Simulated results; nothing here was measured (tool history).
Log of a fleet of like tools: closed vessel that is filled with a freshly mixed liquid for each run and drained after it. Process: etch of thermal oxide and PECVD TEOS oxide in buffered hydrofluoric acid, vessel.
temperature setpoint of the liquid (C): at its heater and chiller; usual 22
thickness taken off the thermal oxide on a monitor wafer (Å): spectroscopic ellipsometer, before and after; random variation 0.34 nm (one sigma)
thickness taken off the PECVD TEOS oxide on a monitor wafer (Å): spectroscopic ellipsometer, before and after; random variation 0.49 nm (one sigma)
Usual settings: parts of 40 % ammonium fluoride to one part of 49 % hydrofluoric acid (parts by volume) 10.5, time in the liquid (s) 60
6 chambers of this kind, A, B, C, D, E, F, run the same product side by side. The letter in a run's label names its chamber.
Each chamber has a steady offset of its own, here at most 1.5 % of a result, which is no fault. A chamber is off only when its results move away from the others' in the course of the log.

run   hour  temperature setpoint of the liquid (C)  parts of 40 % ammonium fluoride to one part of 49 % hydrofluoric acid (parts by volume)  time in the liquid (s)  read-back film thickness of the thermal oxide reference wafer, read on the same gauge (nm)  read-back film thickness of the PECVD TEOS oxide reference wafer, read on the same gauge (nm)  thickness taken off the thermal oxide on a monitor wafer (Å)  thickness taken off the PECVD TEOS oxide on a monitor wafer (Å)
 1B      6                                      22                                                                                     10.5                      60                                                                                      129.99                                                                                         90.019                                                        584.47                                                           662.54
 2D   12.6                                      22                                                                                     10.5                      60                                                                                      129.98                                                                                         89.994                                                        583.75                                                           667.47
      18.4  -- chamber F: thermometer replaced
 3E   20.6                                      22                                                                                     10.5                      60                                                                                      129.96                                                                                         89.959                                                        586.69                                                           659.06
 4C   26.7                                      22                                                                                     10.5                      60                                                                                      130.02                                                                                         89.979                                                        585.52                                                           669.11
 5A   31.2                                      22                                                                                     10.5                      60                                                                                      129.98                                                                                         90.011                                                        577.67                                                           654.41
 6F   39.8                                      22                                                                                     10.5                      60                                                                                         130                                                                                         89.992                                                         577.6                                                           662.29
 7A   45.6                                      22                                                                                     10.5                      60                                                                                      129.96                                                                                         90.011                                                        574.74                                                           653.13
 8F   52.6                                      22                                                                                     10.5                      60                                                                                         130                                                                                         89.991                                                        579.59                                                           660.23
 9C   61.6                                      22                                                                                     10.5                      60                                                                                      129.98                                                                                         90.022                                                        579.99                                                              660
10D   65.6                                      22                                                                                     10.5                      60                                                                                      129.95                                                                                         90.018                                                        591.83                                                           673.69
11E   70.4                                      22                                                                                     10.5                      60                                                                                         130                                                                                         90.028                                                        585.15                                                           667.55
12B     78                                      22                                                                                     10.5                      75                                                                                         130                                                                                         90.028                                                        722.59                                                           828.75
13E   83.5                                      22                                                                                     10.5                      75                                                                                      129.97                                                                                         89.996                                                        727.61                                                            836.1
14C   91.5                                      22                                                                                     10.5                      75                                                                                      130.01                                                                                          90.01                                                         731.7                                                           830.44
15A   99.9                                      22                                                                                     10.5                      75                                                                                      129.94                                                                                         89.967                                                        716.34                                                           822.01
16B  105.9                                      22                                                                                     10.5                      75                                                                                      129.98                                                                                         90.034                                                        723.86                                                           819.83
17D  112.6                                      22                                                                                     10.5                      75                                                                                      129.99                                                                                         89.999                                                        735.81                                                           839.93
     121.3  -- chamber F: hydrofluoric acid flow meter replaced
18F  121.4                                      22                                                                                     10.5                      60                                                                                         130                                                                                         89.997                                                         580.6                                                           656.19
19B  127.3                                      22                                                                                     10.5                      60                                                                                      130.01                                                                                         89.966                                                        574.96                                                           665.14
20C  133.4                                      22                                                                                     10.5                      60                                                                                      129.97                                                                                          90.04                                                        577.62                                                           671.02
21A  142.1                                      22                                                                                     10.5                      60                                                                                      129.97                                                                                         90.035                                                        573.94                                                           659.13
22F  150.1                                      22                                                                                     10.5                      60                                                                                         130                                                                                         90.013                                                         577.3                                                           662.49
23E    159                                      22                                                                                     10.5                      60                                                                                         130                                                                                         89.997                                                        590.55                                                           663.39
24D    164                                      22                                                                                     10.5                      60                                                                                         130                                                                                         90.004                                                        595.25                                                           671.95
25D  170.4                                      22                                                                                     10.5                      60                                                                                      130.01                                                                                         89.994                                                        590.34                                                           679.85
26B  179.2                                    17.5                                                                                     10.5                      60                                                                                      130.04                                                                                         90.008                                                        450.85                                                           503.58
27F  187.7                                    17.5                                                                                     10.5                      60                                                                                      129.98                                                                                         89.987                                                        447.77                                                            513.4
28A  195.5                                    17.5                                                                                     10.5                      60                                                                                      130.02                                                                                         89.994                                                        452.29                                                           513.74
29C    200                                    17.5                                                                                     10.5                      60                                                                                      129.97                                                                                         89.963                                                        453.46                                                           518.02
30E  206.1                                    17.5                                                                                     10.5                      60                                                                                      129.99                                                                                         89.992                                                        454.61                                                            514.4
31C  210.8                                    17.5                                                                                     10.5                      60                                                                                      130.05                                                                                         90.008                                                        455.28                                                           513.09
32E  218.7                                      22                                                                                     10.5                      60                                                                                         130                                                                                         90.021                                                        586.82                                                           668.98
33D  225.7                                      18                                                                                     10.5                      60                                                                                      129.97                                                                                          89.99                                                        467.87                                                           529.68
34F  234.1                                      18                                                                                     10.5                      60                                                                                      130.02                                                                                         89.979                                                        461.18                                                           523.58
35A  238.4                                      18                                                                                     10.5                      60                                                                                      129.97                                                                                         90.053                                                        465.35                                                           533.29
36B  246.7                                      18                                                                                     10.5                      60                                                                                      129.96                                                                                         90.017                                                        460.31                                                           523.36
37E  254.1                                      18                                                                                     10.5                      60                                                                                      129.98                                                                                         89.999                                                        465.18                                                           530.91
38B  260.1                                      18                                                                                     10.5                      60                                                                                      130.01                                                                                         89.992                                                        463.61                                                           525.28
39F  267.3                                      22                                                                                     10.5                      60                                                                                      129.99                                                                                         89.973                                                        582.13                                                            652.9
40C  272.7                                      22                                                                                     10.5                      60                                                                                         130                                                                                         90.015                                                        586.31                                                           668.25

What goes on in this fleet: one chamber off, a drifting gauge, or nothing beyond the chambers' own small offsets? Name the chamber and the cause, if any.

No chamber stands off beyond its own small offset, and the gauge holds steady.
